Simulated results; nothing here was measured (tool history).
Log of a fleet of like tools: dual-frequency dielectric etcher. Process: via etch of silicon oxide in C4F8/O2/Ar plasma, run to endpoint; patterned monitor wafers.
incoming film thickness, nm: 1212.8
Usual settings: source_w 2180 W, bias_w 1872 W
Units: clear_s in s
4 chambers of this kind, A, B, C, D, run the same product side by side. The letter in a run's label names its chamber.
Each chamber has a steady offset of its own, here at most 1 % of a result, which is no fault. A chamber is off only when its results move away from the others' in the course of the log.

run,day,source_w,bias_w,clear_s
1C,0.383,2180,1872,237.91
2A,0.558,2180,1872,236.37
3B,0.871,2180,1872,235.98
4D,1.183,2180,1872,234.58
5A,1.538,2180,1872,237.97
6B,1.917,2180,1872,235.7
7C,2.296,2180,1872,236.73
8D,2.654,2180,1872,234.22
9C,2.983,2180,1872,236.68
10A,3.229,2180,1872,238.18
11B,3.458,2180,1872,233.85
12D,3.821,2180,1872,232.77
13D,4.125,2180,1872,232.31
14A,4.304,2180,1872,240.15
15B,4.525,2180,1872,235.18
16C,4.7,2180,1872,239.76
17A,4.921,2180,1872,238.14
18B,5.271,2180,2294,219.82
19C,5.554,2180,2294,223.76
20D,5.792,2180,2294,219.98
21C,6.108,2180,2294,223.6
22B,6.383,2180,2043,230.4
23D,6.725,2180,2043,225.12
24A,7.058,2180,2043,229.05
25D,7.312,2180,2043,227.19
26B,7.583,2180,1872,236.39
27A,7.796,2180,2293,224.29
28C,8.025,2180,2293,223.93
29B,8.217,2180,2293,221.28
30A,8.588,2180,2293,222.01
31D,8.8,2460,1421,235.8
32C,9.008,2460,1421,245.58
33A,9.392,2460,1421,242.23
34D,9.733,2460,1421,235.52
35B,10.129,2180,1872,235.31
36C,10.308,2180,1872,237.41
37C,10.542,2180,1872,235.26
38D,10.908,2180,1872,226.63
39B,11.162,2180,1872,235.53
40A,11.346,2180,1872,238.21
41B,11.625,2180,1872,234.88
42A,11.829,1710,2093,254.5
43D,12.183,1710,2093,239.68
44C,12.492,1710,2093,254.04

All 4 chambers run these settings next. Forecast each chamber's results:
45A,12.779,2180,1872,?
45B,12.779,2180,1872,?
45C,12.779,2180,1872,?
45D,12.779,2180,1872,?

run,clear_s
45A,237.74
45B,235.13
45C,236.13
45D,227.75

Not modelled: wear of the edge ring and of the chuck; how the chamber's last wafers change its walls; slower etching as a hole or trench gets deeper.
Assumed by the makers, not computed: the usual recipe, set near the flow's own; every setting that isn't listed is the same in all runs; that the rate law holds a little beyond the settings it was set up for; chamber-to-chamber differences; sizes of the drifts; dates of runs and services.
